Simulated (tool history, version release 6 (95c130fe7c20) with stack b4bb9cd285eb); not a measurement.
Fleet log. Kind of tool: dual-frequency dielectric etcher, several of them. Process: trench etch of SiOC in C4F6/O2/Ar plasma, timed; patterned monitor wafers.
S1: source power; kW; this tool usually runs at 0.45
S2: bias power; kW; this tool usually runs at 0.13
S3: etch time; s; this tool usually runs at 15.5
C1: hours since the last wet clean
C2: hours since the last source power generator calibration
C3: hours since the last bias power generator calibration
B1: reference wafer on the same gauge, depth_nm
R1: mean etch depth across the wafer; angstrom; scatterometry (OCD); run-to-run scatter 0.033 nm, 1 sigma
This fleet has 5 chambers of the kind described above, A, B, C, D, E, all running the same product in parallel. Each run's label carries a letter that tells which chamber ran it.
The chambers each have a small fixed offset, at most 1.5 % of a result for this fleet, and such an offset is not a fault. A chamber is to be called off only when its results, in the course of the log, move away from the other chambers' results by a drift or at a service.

run     day    S1    S2    S3     C1      C2      C3      B1      R1
 1E   0.283  0.45  0.13  15.5  154.1  2761.9  1062.3   26.91  308.41
 2D   0.508  0.45  0.13  15.5  237.5  3800.4  4090.4    26.9  304.39
 3B   0.912  0.45  0.13  15.5  264.2   610.2  1813.6  26.905  303.56
 4A   1.175  0.45  0.13  15.5  100.4  2304.5  1282.8  26.914  306.03
 5C   1.425  0.45  0.13  15.5    352  2408.8   654.1  26.915  308.31
 6E   1.738  0.45  0.13  18.5    189  2796.8  1097.2  26.921  369.72
 7A   2.096  0.45  0.13  18.5  122.5  2326.6  1304.9  26.917  365.14
 8B   2.438  0.45  0.13  18.5  300.8   646.8  1850.2   26.92  363.17
      2.671  -- chamber C: wet clean of the chamber
 9C   2.717  0.45  0.13  18.5    1.1  2439.8   685.1  26.924  367.97
10D   2.938  0.45  0.13  18.5  295.8  3858.7  4148.7  26.935  364.26
      3.038  -- chamber D: source power generator calibrated
11A   3.125  0.45  0.13  15.5  147.2  2351.3  1329.6   26.93  305.11
12B   3.542  0.45  0.13  15.5  327.3   673.3  1876.7  26.937  303.89
13D   3.883  0.45  0.13  15.5  318.5    20.4  4171.4  26.937  305.22
14C   4.092  0.45  0.13  15.5   34.1  2472.8   718.1  26.945  308.91
15E   4.283  0.45  0.13  15.5  250.1  2857.9  1158.3  26.944  310.09
16D   4.704  0.45  0.13  15.5  338.2    40.1  4191.1  26.946  305.79
17C   5.108  0.48  0.13    19   58.5  2497.2   742.5  26.958  387.67
18B   5.379  0.48  0.13    19  371.4   717.4  1920.8  26.962  383.27
19E    5.65  0.48  0.13    19  282.9  2890.7  1191.1  26.956  389.78
20A   5.871  0.48  0.13    19  213.1  2417.2  1395.5  26.955  385.62
21E   6.058  0.48  0.13    19  292.7  2900.5  1200.9  26.962   389.5
22C   6.354  0.45  0.13  15.5   88.4  2527.1   772.4  26.968  308.93
23D   6.754  0.45  0.13  15.5  387.4    89.3  4240.3  26.965  305.73
24A   7.188   0.5  0.13  15.5  244.7  2448.8  1427.1  26.978  319.51
25B   7.396   0.5  0.13  15.5  419.8   765.8  1969.2  26.971  318.23
      7.562  -- chamber E: wet clean of the chamber
26E   7.829   0.5  0.13  15.5    6.5    2943  1243.4  26.983  323.26
27B   8.054   0.5  0.13  15.5  435.6   781.6    1985  26.984  318.07
28D   8.417   0.5  0.13  15.5  427.3   129.2  4280.2  26.986  318.98
29C   8.654  0.45  0.13  15.5  143.6  2582.3   827.6  26.983  309.17
      8.883  -- chamber B: wet clean of the chamber
30A   8.883  0.38  0.13  17.5  285.4  2489.5  1467.8  26.987  322.99
31A   9.125  0.38  0.13  17.5  291.2  2495.3  1473.6  26.997  323.05
32C   9.488  0.38  0.13  17.5  163.6  2602.3   847.6  26.999  326.45
33E   9.725  0.38  0.13  17.5     52  2988.5  1288.9      27  326.88
34B  10.125  0.38  0.13  17.5   29.8   831.3  2034.7  27.005  322.26
35D  10.471  0.45  0.13  15.5  476.6   178.5  4329.5  27.008  306.19
36D  10.854  0.45  0.13  15.5  485.8   187.7  4338.7  27.009  306.43
37E  11.062  0.45  0.13  15.5   84.1  3020.6    1321  27.012  310.53
38C  11.292  0.45  0.13  15.5  206.9  2645.6   890.9  27.009   308.8
39A  11.483  0.45  0.13  15.5  347.8  2551.9  1530.2  27.023  306.89

Predict what each chamber gives when all 5 of them run the settings below next.
40A  11.796  0.45  0.13  15.5                   ?
40B  11.796  0.45  0.13  15.5                   ?
40C  11.796  0.45  0.13  15.5                   ?
40D  11.796  0.45  0.13  15.5                   ?
40E  11.796  0.45  0.13  15.5                   ?

run      R1
40A  307.35
40B  305.04
40C  309.53
40D  306.26
40E  310.99
